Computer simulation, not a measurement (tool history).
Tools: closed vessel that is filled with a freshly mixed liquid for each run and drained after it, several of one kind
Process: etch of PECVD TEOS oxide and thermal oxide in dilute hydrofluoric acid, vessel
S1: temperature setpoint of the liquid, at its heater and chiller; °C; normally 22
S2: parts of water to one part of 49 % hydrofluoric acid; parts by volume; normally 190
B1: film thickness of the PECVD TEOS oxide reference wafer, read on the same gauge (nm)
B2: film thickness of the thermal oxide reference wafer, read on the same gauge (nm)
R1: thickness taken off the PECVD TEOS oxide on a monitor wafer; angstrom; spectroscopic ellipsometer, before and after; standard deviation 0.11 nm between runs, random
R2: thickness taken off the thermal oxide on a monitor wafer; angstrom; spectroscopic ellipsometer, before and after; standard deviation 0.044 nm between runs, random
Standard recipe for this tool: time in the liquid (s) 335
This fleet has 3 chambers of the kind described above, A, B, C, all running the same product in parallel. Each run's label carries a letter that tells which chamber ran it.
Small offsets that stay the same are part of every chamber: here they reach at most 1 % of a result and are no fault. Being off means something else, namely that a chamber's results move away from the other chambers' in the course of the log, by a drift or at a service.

{"run": "1A", "day": 0.446, "S1": 22, "S2": 190, "time in the liquid (s)": 335, "B1": 140.02, "B2": 129.97, "R1": 251.78, "R2": 68.349}
{"run": "2B", "day": 0.904, "S1": 22, "S2": 190, "time in the liquid (s)": 335, "B1": 140.01, "B2": 130.03, "R1": 247.97, "R2": 67.744}
{"run": "3C", "day": 1.142, "S1": 22, "S2": 190, "time in the liquid (s)": 335, "B1": 140.01, "B2": 129.99, "R1": 250.54, "R2": 67.713}
{"run": "4B", "day": 1.612, "S1": 22, "S2": 190, "time in the liquid (s)": 335, "B1": 140.02, "B2": 130.03, "R1": 250.99, "R2": 68.195}
{"run": "5A", "day": 2.125, "S1": 22, "S2": 190, "time in the liquid (s)": 335, "B1": 140, "B2": 129.99, "R1": 250.34, "R2": 66.84}
{"run": "6C", "day": 2.592, "S1": 22, "S2": 190, "time in the liquid (s)": 335, "B1": 139.97, "B2": 129.98, "R1": 250.14, "R2": 68.479}
{"run": "7B", "day": 2.908, "S1": 22, "S2": 190, "time in the liquid (s)": 335, "B1": 139.99, "B2": 130.01, "R1": 249.56, "R2": 68.392}
{"run": "8C", "day": 3.267, "S1": 22, "S2": 190, "time in the liquid (s)": 335, "B1": 140, "B2": 130, "R1": 251.54, "R2": 67.749}
{"run": "9A", "day": 3.608, "S1": 22, "S2": 190, "time in the liquid (s)": 335, "B1": 139.98, "B2": 130, "R1": 251.16, "R2": 68.369}
{"day": 3.692, "done": "chamber A: thermometer replaced"}
{"run": "10B", "day": 4.075, "S1": 22, "S2": 190, "time in the liquid (s)": 335, "B1": 140.01, "B2": 129.97, "R1": 250.75, "R2": 68.659}
{"run": "11C", "day": 4.471, "S1": 22, "S2": 190, "time in the liquid (s)": 500, "B1": 140, "B2": 130.03, "R1": 379.43, "R2": 102.43}
{"run": "12A", "day": 4.996, "S1": 22, "S2": 190, "time in the liquid (s)": 500, "B1": 139.97, "B2": 130, "R1": 373.63, "R2": 100.65}
{"run": "13B", "day": 5.242, "S1": 22, "S2": 190, "time in the liquid (s)": 500, "B1": 140.01, "B2": 130, "R1": 374.52, "R2": 101.67}
{"run": "14C", "day": 5.479, "S1": 22, "S2": 190, "time in the liquid (s)": 335, "B1": 139.99, "B2": 130.01, "R1": 256.15, "R2": 69.318}
{"run": "15A", "day": 5.85, "S1": 22, "S2": 190, "time in the liquid (s)": 335, "B1": 140.02, "B2": 130, "R1": 251.36, "R2": 66.808}
{"run": "16A", "day": 6.1, "S1": 22, "S2": 190, "time in the liquid (s)": 175, "B1": 139.99, "B2": 130.03, "R1": 131.46, "R2": 35.043}
{"run": "17C", "day": 6.558, "S1": 22, "S2": 190, "time in the liquid (s)": 175, "B1": 140, "B2": 130.01, "R1": 134.79, "R2": 36.622}
{"run": "18B", "day": 7.0, "S1": 22, "S2": 190, "time in the liquid (s)": 175, "B1": 140.02, "B2": 130, "R1": 131.71, "R2": 35.64}
{"run": "19A", "day": 7.483, "S1": 22, "S2": 190, "time in the liquid (s)": 335, "B1": 139.99, "B2": 129.96, "R1": 252.07, "R2": 67.844}
{"run": "20B", "day": 7.8, "S1": 22, "S2": 190, "time in the liquid (s)": 470, "B1": 140.01, "B2": 130.02, "R1": 349.43, "R2": 94.672}
{"day": 7.875, "done": "chamber B: hydrofluoric acid flow meter replaced"}
{"run": "21C", "day": 8.05, "S1": 22, "S2": 190, "time in the liquid (s)": 470, "B1": 140.01, "B2": 130, "R1": 365.31, "R2": 97.327}
{"run": "22C", "day": 8.338, "S1": 22, "S2": 190, "time in the liquid (s)": 470, "B1": 140.01, "B2": 129.98, "R1": 366.65, "R2": 100.16}
{"run": "23B", "day": 8.75, "S1": 22, "S2": 190, "time in the liquid (s)": 335, "B1": 140, "B2": 130.02, "R1": 248.85, "R2": 67.776}
{"run": "24A", "day": 9.254, "S1": 22, "S2": 190, "time in the liquid (s)": 335, "B1": 139.98, "B2": 129.98, "R1": 250.58, "R2": 68.384}
{"run": "25B", "day": 9.729, "S1": 23.5, "S2": 190, "time in the liquid (s)": 230, "B1": 139.98, "B2": 129.99, "R1": 179.83, "R2": 49.431}

For the next run the whole fleet of 3 chambers uses the same settings. Give each chamber's results:
{"run": "26A", "day": 10.108, "S1": 23.5, "S2": 190, "time in the liquid (s)": 335, "R1": "?", "R2": "?"}
{"run": "26B", "day": 10.108, "S1": 23.5, "S2": 190, "time in the liquid (s)": 335, "R1": "?", "R2": "?"}
{"run": "26C", "day": 10.108, "S1": 23.5, "S2": 190, "time in the liquid (s)": 335, "R1": "?", "R2": "?"}

run=26A R1=265.74 R2=70.7
run=26B R1=265.69 R2=71.153
run=26C R1=279.89 R2=76.132
